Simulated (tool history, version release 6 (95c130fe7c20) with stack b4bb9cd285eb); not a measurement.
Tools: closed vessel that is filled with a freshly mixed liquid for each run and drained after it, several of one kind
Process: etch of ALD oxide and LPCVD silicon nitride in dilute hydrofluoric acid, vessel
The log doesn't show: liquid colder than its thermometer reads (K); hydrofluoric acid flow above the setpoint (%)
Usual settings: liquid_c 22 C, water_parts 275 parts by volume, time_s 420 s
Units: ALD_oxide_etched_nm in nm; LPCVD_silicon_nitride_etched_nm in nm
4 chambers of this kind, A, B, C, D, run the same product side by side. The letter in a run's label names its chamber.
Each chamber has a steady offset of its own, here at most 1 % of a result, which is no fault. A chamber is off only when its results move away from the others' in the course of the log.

run	day	liquid_c	water_parts	time_s	hours since the thermometer was replaced	hours since the hydrofluoric acid flow meter was replaced	read-back film thickness of the ALD oxide reference wafer, read on the same gauge (nm)	read-back film thickness of the LPCVD silicon nitride reference wafer, read on the same gauge (nm)	ALD_oxide_etched_nm	LPCVD_silicon_nitride_etched_nm
1C	0.471	22	275	420	225.8	346.1	29.995	129.99	32.008	0.54036
2A	1.012	22	275	420	1050.4	481.9	29.996	130	31.655	0.52271
3B	1.454	22	275	420	291.6	620.4	29.997	129.97	31.77	0.5925
4D	1.988	22	275	420	114.8	206	30.029	129.98	31.458	0.56333
5A	2.642	22	275	420	1089.5	521	29.994	129.98	31.938	0.55015
6B	3.121	22	275	420	331.6	660.4	30.006	130.01	31.701	0.61672
7D	3.629	22	275	420	154.2	245.4	29.991	129.99	31.604	0.62968
8C	3.929	22	275	420	308.8	429.1	29.998	130.01	31.781	0.62256
9C	4.442	22	275	420	321.1	441.4	30.016	129.99	32.071	0.59637
10D	5.038	22	275	420	188	279.2	29.995	130.01	31.275	0.51454
11A	5.446	26	275	420	1156.8	588.3	30.023	130	36.887	0.71598
12B	5.762	26	275	420	395	723.8	29.986	130.01	36.341	0.69809
13C	6.262	26	275	420	364.8	485.1	30.019	130.02	36.565	0.71859
14D	6.554	26	275	420	224.4	315.6	30.001	130	36.233	0.71913
15B	6.888	22	275	420	422	750.8	29.977	129.99	31.489	0.59178
16A	7.321	22	355	620	1201.8	633.3	29.99	129.95	33.871	0.66293
17D	7.917	22	355	620	257.1	348.3	30.003	130	33.641	0.64667
18A	8.533	22	355	620	1230.9	662.4	30.014	130.02	33.512	0.6401
19C	8.917	22	355	620	428.5	548.8	29.997	130	34.166	0.61101
20B	9.5	22	275	420	484.7	813.5	30.023	130.02	32.024	0.58539
21D	9.796	22	275	600	302.2	393.4	29.986	129.97	45.042	0.8036
22A	10.146	22	275	600	1269.6	701.1	30.02	130.02	45.259	0.83183
23C	10.575	22	275	600	468.3	588.6	30.018	130	45.989	0.81751
24B	10.875	22	275	600	517.7	846.5	29.969	130.01	46.41	0.72478
25A	11.283	22	275	560	1296.9	728.4	30.005	130	42.56	0.65966
26D	11.704	22	275	560	348	439.2	29.999	129.99	42.173	0.80411
27C	12.033	22	275	560	503.3	623.6	29.996	129.96	42.735	0.74853
28B	12.371	22	275	560	553.6	882.4	30.031	130	43.321	0.69488
29B	12.9	20.5	275	420	566.3	895.1	30.013	130.01	31.111	0.53374
30C	13.338	20.5	275	420	534.6	654.9	29.996	129.97	30.452	0.52357
31D	13.962	20.5	275	420	402.2	493.4	29.981	130	29.707	0.49447
# day 14.204: chamber B: thermometer replaced
32A	14.558	20.5	275	420	1375.5	807	30.015	130.03	30.202	0.50979
33A	15.075	22	275	420	1387.9	819.4	29.975	129.97	31.822	0.64653
34D	15.454	22	275	420	438	529.2	30.006	129.98	31.596	0.56263
35C	15.829	22	275	420	594.4	714.7	30.01	130.01	32.212	0.54028
36B	16.258	22	275	420	49.4	975.7	30.016	129.98	34.013	0.57528
37D	16.888	22	275	420	472.4	563.6	29.984	130.04	31.571	0.58094
38B	17.288	22	275	420	74.1	1000.4	30.008	130	34.567	0.54893
39C	17.883	22	275	420	643.7	764	30.012	130	32.096	0.53351
40A	18.175	22	275	420	1462.3	893.8	30.008	130	31.938	0.55307
41A	18.579	22	180	565	1472	903.5	30.006	129.99	72.735	1.1238
42C	19.021	22	180	565	671	791.3	30.023	129.97	73.215	1.0714
43D	19.342	22	180	565	531.3	622.5	29.994	129.99	70.07	1.1027
44B	19.908	22	180	565	137	1063.3	29.982	129.99	77.838	1.169

All 4 chambers run these settings next. Forecast each chamber's results:
45A	20.383	22	380	420					?	?
45B	20.383	22	380	420					?	?
45C	20.383	22	380	420					?	?
45D	20.383	22	380	420					?	?

run	ALD_oxide_etched_nm	LPCVD_silicon_nitride_etched_nm
45A	20.755	0.40211
45B	23.116	0.41782
45C	21.012	0.45747
45D	20.911	0.39157
